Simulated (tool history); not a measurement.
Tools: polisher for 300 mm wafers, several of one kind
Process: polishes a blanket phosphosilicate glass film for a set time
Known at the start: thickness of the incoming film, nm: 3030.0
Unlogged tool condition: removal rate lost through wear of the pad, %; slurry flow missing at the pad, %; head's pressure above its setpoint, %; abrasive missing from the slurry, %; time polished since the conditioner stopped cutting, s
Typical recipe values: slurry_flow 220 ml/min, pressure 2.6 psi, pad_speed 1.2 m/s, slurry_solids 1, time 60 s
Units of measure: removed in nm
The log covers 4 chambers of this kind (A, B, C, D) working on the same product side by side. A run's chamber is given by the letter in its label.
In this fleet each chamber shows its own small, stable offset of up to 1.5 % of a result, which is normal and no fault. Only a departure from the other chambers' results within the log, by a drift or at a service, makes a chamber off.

| run | hour | slurry_flow | pressure | pad_speed | slurry_solids | time | wafers polished on this pad | hours since the slurry nozzle was cleaned | hours since the head pressure was calibrated | hours since the slurry blender was calibrated | hours since the conditioning disc was replaced | removed |
|---|---|---|---|---|---|---|---|---|---|---|---|---|
| 1A | 9.7 | 220 | 2.6 | 1.2 | 1 | 60 | 317 | 869 | 121 | 323.7 | 119.2 | 563.77 |
| 2B | 21.1 | 220 | 2.6 | 1.2 | 1 | 60 | 652 | 279.7 | 104.5 | 299.4 | 83 | 544.79 |
|  | 24 | chamber A: slurry blender recalibrated |
| 3D | 29.5 | 220 | 2.6 | 1.2 | 1 | 60 | 763 | 576.6 | 975.2 | 51.7 | 275.6 | 551.9 |
|  | 33 | chamber D: worn pad replaced by a new one |
|  | 37.3 | chamber C: head pressure recalibrated |
| 4C | 41.2 | 220 | 2.6 | 1.2 | 1 | 60 | 563 | 297.9 | 4 | 446.1 | 175.3 | 566.49 |
|  | 41.4 | chamber D: conditioning disc replaced and pad reconditioned |
|  | 44.9 | chamber A: slurry nozzle cleaned |
| 5C | 52 | 220 | 2.6 | 1.2 | 1 | 60 | 678 | 308.7 | 14.8 | 456.9 | 186.1 | 560.15 |
|  | 53.8 | chamber C: conditioning disc replaced and pad reconditioned |
|  | 54.1 | chamber C: slurry blender recalibrated |
|  | 57.3 | chamber C: worn pad replaced by a new one |
| 6B | 61.5 | 220 | 2.6 | 1.2 | 1 | 60 | 1082 | 320.1 | 144.9 | 339.8 | 123.4 | 560.45 |
|  | 66.7 | chamber B: slurry blender recalibrated |
| 7A | 75.9 | 220 | 2.6 | 1.2 | 1 | 60 | 1022 | 31 | 187.2 | 51.9 | 185.4 | 564.33 |
|  | 76.6 | chamber B: worn pad replaced by a new one |
|  | 82.2 | chamber A: worn pad replaced by a new one |
| 8D | 83.4 | 220 | 2.6 | 1.2 | 1.1 | 69 | 537 | 630.5 | 1029.1 | 105.6 | 42 | 665.39 |
| 9A | 95.2 | 220 | 2.6 | 1.2 | 1.1 | 69 | 139 | 50.3 | 206.5 | 71.2 | 204.7 | 675.55 |
| 10D | 107.3 | 220 | 2.6 | 1.2 | 1.1 | 69 | 791 | 654.4 | 1053 | 129.5 | 65.9 | 666.63 |
|  | 108.8 | chamber D: worn pad replaced by a new one |
| 11B | 118.6 | 220 | 2.6 | 1.2 | 1.1 | 69 | 448 | 377.2 | 202 | 52 | 180.5 | 666.82 |
|  | 124 | chamber C: worn pad replaced by a new one |
| 12C | 128.6 | 220 | 2.6 | 1.2 | 1 | 60 | 49 | 385.3 | 91.4 | 74.6 | 74.9 | 550.67 |
|  | 132.2 | chamber D: slurry nozzle cleaned |
| 13B | 138.2 | 220 | 2.6 | 1.2 | 1 | 60 | 656 | 396.8 | 221.6 | 71.6 | 200.1 | 555.28 |
| 14A | 147.4 | 220 | 2.6 | 1.2 | 1 | 60 | 695 | 102.5 | 258.7 | 123.4 | 256.9 | 571.02 |
| 15C | 158.1 | 220 | 2.6 | 1.2 | 1 | 60 | 363 | 414.8 | 120.9 | 104.1 | 104.4 | 569.69 |
| 16D | 168.1 | 220 | 2.6 | 1.2 | 1 | 60 | 632 | 35.9 | 1113.8 | 190.3 | 126.7 | 564.85 |
|  | 178.4 | chamber D: worn pad replaced by a new one |
|  | 180.1 | chamber B: worn pad replaced by a new one |
| 17A | 180.4 | 220 | 2.6 | 1.2 | 1 | 60 | 1046 | 135.5 | 291.7 | 156.4 | 289.9 | 563.65 |
|  | 187.9 | chamber C: worn pad replaced by a new one |
| 18B | 191.4 | 220 | 1.9 | 1.2 | 0.8 | 60 | 121 | 450 | 274.8 | 124.8 | 253.3 | 367.8 |
|  | 195.5 | chamber A: worn pad replaced by a new one |
| 19D | 205.7 | 220 | 1.9 | 1.2 | 0.8 | 60 | 290 | 73.5 | 1151.4 | 227.9 | 164.3 | 367.6 |
| 20C | 214.8 | 220 | 1.9 | 1.2 | 0.8 | 60 | 287 | 471.5 | 177.6 | 160.8 | 161.1 | 379.44 |
| 21A | 224.3 | 220 | 1.9 | 1.2 | 0.8 | 60 | 307 | 179.4 | 335.6 | 200.3 | 333.8 | 373.56 |
|  | 227.6 | chamber C: conditioning disc replaced and pad reconditioned |
| 22D | 230.7 | 220 | 2.6 | 1.34 | 1 | 60 | 557 | 98.5 | 1176.4 | 252.9 | 189.3 | 611.73 |
| 23B | 245.1 | 220 | 2.6 | 1.34 | 1 | 60 | 692 | 503.7 | 328.5 | 178.5 | 307 | 607.84 |
|  | 252.6 | chamber A: conditioning disc replaced and pad reconditioned |
|  | 255.1 | chamber D: worn pad replaced by a new one |
| 24C | 255.4 | 220 | 2.6 | 1.34 | 1 | 60 | 719 | 512.1 | 218.2 | 201.4 | 27.9 | 630.9 |
|  | 255.9 | chamber C: worn pad replaced by a new one |
| 25B | 268.4 | 220 | 2.6 | 1.34 | 1 | 60 | 941 | 527 | 351.8 | 201.8 | 330.3 | 599.8 |
| 26C | 276 | 220 | 2.6 | 1.2 | 1 | 60 | 214 | 532.7 | 238.8 | 222 | 48.5 | 570.16 |
|  | 276.1 | chamber D: conditioning disc replaced and pad reconditioned |
|  | 282.7 | chamber B: worn pad replaced by a new one |
| 27D | 283.3 | 220 | 2.6 | 1.2 | 1 | 60 | 300 | 151.1 | 1229 | 305.5 | 7.3 | 560.75 |
|  | 285.3 | chamber B: slurry nozzle cleaned |
| 28A | 295.4 | 220 | 2.6 | 1.2 | 1 | 60 | 1064 | 250.5 | 406.7 | 271.4 | 42.9 | 553.58 |
| 29A | 302.6 | 220 | 2.6 | 1.2 | 1 | 60 | 1141 | 257.7 | 413.9 | 278.6 | 50.1 | 555.65 |
|  | 304.9 | chamber B: conditioning disc replaced and pad reconditioned |
| 30B | 314.2 | 220 | 2.6 | 1.2 | 1 | 60 | 336 | 29 | 397.6 | 247.6 | 9.3 | 556.76 |
| 31D | 322.8 | 220 | 2.6 | 1.2 | 1 | 60 | 720 | 190.6 | 1268.5 | 345 | 46.8 | 565.45 |
|  | 325.2 | chamber A: worn pad replaced by a new one |
|  | 327.7 | chamber C: worn pad replaced by a new one |
|  | 335.8 | chamber D: worn pad replaced by a new one |
| 32C | 336 | 220 | 2.6 | 1.2 | 1 | 60 | 88 | 592.7 | 298.8 | 282 | 108.5 | 553.58 |
| 33C | 347.5 | 220 | 2.6 | 1.2 | 1 | 60 | 211 | 604.2 | 310.3 | 293.5 | 120 | 570.04 |
| 34B | 354.4 | 220 | 2.6 | 1.2 | 1 | 60 | 764 | 69.2 | 437.8 | 287.8 | 49.5 | 563.2 |
| 35D | 363.5 | 220 | 1.8 | 1.02 | 1 | 60 | 295 | 231.3 | 1309.2 | 385.7 | 87.5 | 339.13 |
| 36A | 371.8 | 220 | 1.8 | 1.02 | 1 | 60 | 497 | 326.9 | 483.1 | 347.8 | 119.3 | 343.93 |

Is one chamber out of step, is the gauge drifting, or do the chambers differ by no more than their own small offsets? For an off chamber, give its letter and the likeliest cause.

No chamber is off and the gauge is stable; the differences are just each chamber's small, constant offset.

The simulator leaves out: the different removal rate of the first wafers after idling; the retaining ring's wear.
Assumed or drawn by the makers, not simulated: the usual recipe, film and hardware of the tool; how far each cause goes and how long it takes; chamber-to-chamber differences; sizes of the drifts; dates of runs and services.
